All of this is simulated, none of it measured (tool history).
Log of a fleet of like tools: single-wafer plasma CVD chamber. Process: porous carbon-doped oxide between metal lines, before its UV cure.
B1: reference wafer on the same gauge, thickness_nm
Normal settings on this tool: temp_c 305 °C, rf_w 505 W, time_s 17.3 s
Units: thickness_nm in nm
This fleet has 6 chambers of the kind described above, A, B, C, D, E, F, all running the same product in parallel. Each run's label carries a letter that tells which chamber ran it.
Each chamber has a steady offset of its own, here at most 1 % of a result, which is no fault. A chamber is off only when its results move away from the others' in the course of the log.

{"run": "1A", "hour": 11.9, "temp_c": 305, "rf_w": 505, "time_s": 17.3, "B1": 110.53, "thickness_nm": 94.554}
{"run": "2C", "hour": 22.2, "temp_c": 305, "rf_w": 505, "time_s": 17.3, "B1": 110.65, "thickness_nm": 92.34}
{"run": "3E", "hour": 33.9, "temp_c": 305, "rf_w": 505, "time_s": 17.3, "B1": 110.57, "thickness_nm": 93.304}
{"run": "4D", "hour": 41.3, "temp_c": 305, "rf_w": 505, "time_s": 17.3, "B1": 110.59, "thickness_nm": 93.016}
{"run": "5F", "hour": 51.6, "temp_c": 305, "rf_w": 505, "time_s": 17.3, "B1": 110.6, "thickness_nm": 93.608}
{"run": "6B", "hour": 59.4, "temp_c": 305, "rf_w": 505, "time_s": 17.3, "B1": 110.63, "thickness_nm": 93.317}
{"run": "7B", "hour": 67.1, "temp_c": 305, "rf_w": 555, "time_s": 17.3, "B1": 110.52, "thickness_nm": 99.701}
{"run": "8E", "hour": 80.6, "temp_c": 305, "rf_w": 555, "time_s": 17.3, "B1": 110.55, "thickness_nm": 99.284}
{"run": "9A", "hour": 94.0, "temp_c": 305, "rf_w": 555, "time_s": 17.3, "B1": 110.57, "thickness_nm": 100.01}
{"hour": 102.3, "done": "chamber F: RF generator calibrated"}
{"run": "10C", "hour": 107.4, "temp_c": 305, "rf_w": 555, "time_s": 17.3, "B1": 110.61, "thickness_nm": 98.346}
{"run": "11D", "hour": 119.6, "temp_c": 305, "rf_w": 555, "time_s": 17.3, "B1": 110.57, "thickness_nm": 98.915}
{"run": "12F", "hour": 130.5, "temp_c": 305, "rf_w": 555, "time_s": 17.3, "B1": 110.59, "thickness_nm": 100.08}
{"hour": 136.9, "done": "chamber A: RF generator calibrated"}
{"run": "13E", "hour": 144.3, "temp_c": 305, "rf_w": 505, "time_s": 17.3, "B1": 110.68, "thickness_nm": 93.389}
{"hour": 147.2, "done": "chamber C: thermocouple changed; heater temperature recalibrated"}
{"run": "14A", "hour": 158.6, "temp_c": 305, "rf_w": 460, "time_s": 14.9, "B1": 110.69, "thickness_nm": 76.197}
{"run": "15D", "hour": 165.4, "temp_c": 305, "rf_w": 460, "time_s": 14.9, "B1": 110.58, "thickness_nm": 75.977}
{"run": "16B", "hour": 178.6, "temp_c": 305, "rf_w": 460, "time_s": 14.9, "B1": 110.59, "thickness_nm": 75.938}
{"run": "17F", "hour": 192.3, "temp_c": 305, "rf_w": 460, "time_s": 14.9, "B1": 110.65, "thickness_nm": 76.394}
{"run": "18C", "hour": 206.2, "temp_c": 305, "rf_w": 460, "time_s": 14.9, "B1": 110.5, "thickness_nm": 73.424}
{"run": "19F", "hour": 220.4, "temp_c": 305, "rf_w": 460, "time_s": 14.9, "B1": 110.74, "thickness_nm": 76.255}
{"run": "20E", "hour": 234.0, "temp_c": 305, "rf_w": 505, "time_s": 17.3, "B1": 110.66, "thickness_nm": 92.485}
{"run": "21A", "hour": 245.1, "temp_c": 305, "rf_w": 505, "time_s": 17.3, "B1": 110.56, "thickness_nm": 94.976}
{"run": "22B", "hour": 253.0, "temp_c": 305, "rf_w": 505, "time_s": 17.3, "B1": 110.58, "thickness_nm": 93.31}
{"run": "23C", "hour": 260.2, "temp_c": 305, "rf_w": 505, "time_s": 17.3, "B1": 110.69, "thickness_nm": 90.475}
{"run": "24D", "hour": 269.5, "temp_c": 305, "rf_w": 505, "time_s": 17.3, "B1": 110.55, "thickness_nm": 92.609}
{"run": "25E", "hour": 280.8, "temp_c": 305, "rf_w": 505, "time_s": 17.3, "B1": 110.75, "thickness_nm": 92.749}
{"run": "26F", "hour": 294.2, "temp_c": 305, "rf_w": 505, "time_s": 17.3, "B1": 110.51, "thickness_nm": 93.344}
{"run": "27B", "hour": 303.7, "temp_c": 305, "rf_w": 505, "time_s": 17.3, "B1": 110.52, "thickness_nm": 92.805}
{"hour": 306.4, "done": "chamber D: thermocouple changed; heater temperature recalibrated"}
{"run": "28C", "hour": 314.5, "temp_c": 305, "rf_w": 505, "time_s": 17.3, "B1": 110.55, "thickness_nm": 90.53}
{"run": "29A", "hour": 323.4, "temp_c": 319, "rf_w": 505, "time_s": 15.9, "B1": 110.53, "thickness_nm": 81.214}
{"run": "30D", "hour": 331.0, "temp_c": 319, "rf_w": 505, "time_s": 15.9, "B1": 110.66, "thickness_nm": 80.088}
{"hour": 333.5, "done": "chamber F: thermocouple changed; heater temperature recalibrated"}
{"run": "31E", "hour": 344.1, "temp_c": 319, "rf_w": 505, "time_s": 15.9, "B1": 110.61, "thickness_nm": 79.392}
{"run": "32D", "hour": 354.9, "temp_c": 319, "rf_w": 505, "time_s": 15.9, "B1": 110.57, "thickness_nm": 80.473}
{"run": "33F", "hour": 369.8, "temp_c": 319, "rf_w": 505, "time_s": 15.9, "B1": 110.6, "thickness_nm": 80.241}
{"run": "34C", "hour": 378.0, "temp_c": 319, "rf_w": 505, "time_s": 15.9, "B1": 110.69, "thickness_nm": 77.393}
{"run": "35A", "hour": 387.3, "temp_c": 305, "rf_w": 505, "time_s": 17.3, "B1": 110.54, "thickness_nm": 95.056}
{"hour": 393.6, "done": "chamber A: thermocouple changed; heater temperature recalibrated"}
{"run": "36B", "hour": 397.4, "temp_c": 305, "rf_w": 505, "time_s": 17.3, "B1": 110.66, "thickness_nm": 93.948}
{"run": "37B", "hour": 408.8, "temp_c": 299, "rf_w": 505, "time_s": 15.8, "B1": 110.53, "thickness_nm": 88.296}
{"run": "38D", "hour": 421.9, "temp_c": 299, "rf_w": 505, "time_s": 15.8, "B1": 110.61, "thickness_nm": 88.455}
{"run": "39F", "hour": 435.6, "temp_c": 299, "rf_w": 505, "time_s": 15.8, "B1": 110.59, "thickness_nm": 88.043}
{"run": "40A", "hour": 449.5, "temp_c": 299, "rf_w": 505, "time_s": 15.8, "B1": 110.58, "thickness_nm": 89.16}
{"run": "41E", "hour": 463.2, "temp_c": 299, "rf_w": 505, "time_s": 15.8, "B1": 110.42, "thickness_nm": 88.506}
{"run": "42C", "hour": 472.2, "temp_c": 299, "rf_w": 505, "time_s": 15.8, "B1": 110.66, "thickness_nm": 85.589}

One chamber off, gauge drift, or nothing amiss beyond the chambers' own small offsets? If it is a chamber, which one, and what is the likeliest cause?

The work done on chamber C during a service left it standing apart from the others.
Cause: wafer temperature above the value expected at the setpoint (K) = 4.45.

Below are 4 candidate recipes for chamber C's next run, each the usual settings with a change, their results shown as question marks. Which of them brings C's results back in line with what the other chambers give on the usual settings?
To be in line, a result may differ from the other chambers' mean on the usual settings by at most: thickness_nm 1.500 nm
{"run": "43C-1", "hour": 483.1, "temp_c": 305, "rf_w": 520, "time_s": 18.1, "thickness_nm": "?"}
{"run": "43C-2", "hour": 483.1, "temp_c": 304, "rf_w": 510, "time_s": 17.7, "thickness_nm": "?"}
{"run": "43C-3", "hour": 483.1, "temp_c": 311, "rf_w": 505, "time_s": 17.3, "thickness_nm": "?"}
{"run": "43C-4", "hour": 483.1, "temp_c": 306, "rf_w": 490, "time_s": 16.6, "thickness_nm": "?"}

On the usual settings, the other chambers give on average: thickness_nm 93.537 nm
run=43C-1 thickness_nm=95.980
run=43C-2 thickness_nm=93.252
run=43C-3 thickness_nm=87.302
run=43C-4 thickness_nm=84.429
With 43C-2, the chamber falls back in line with the rest.
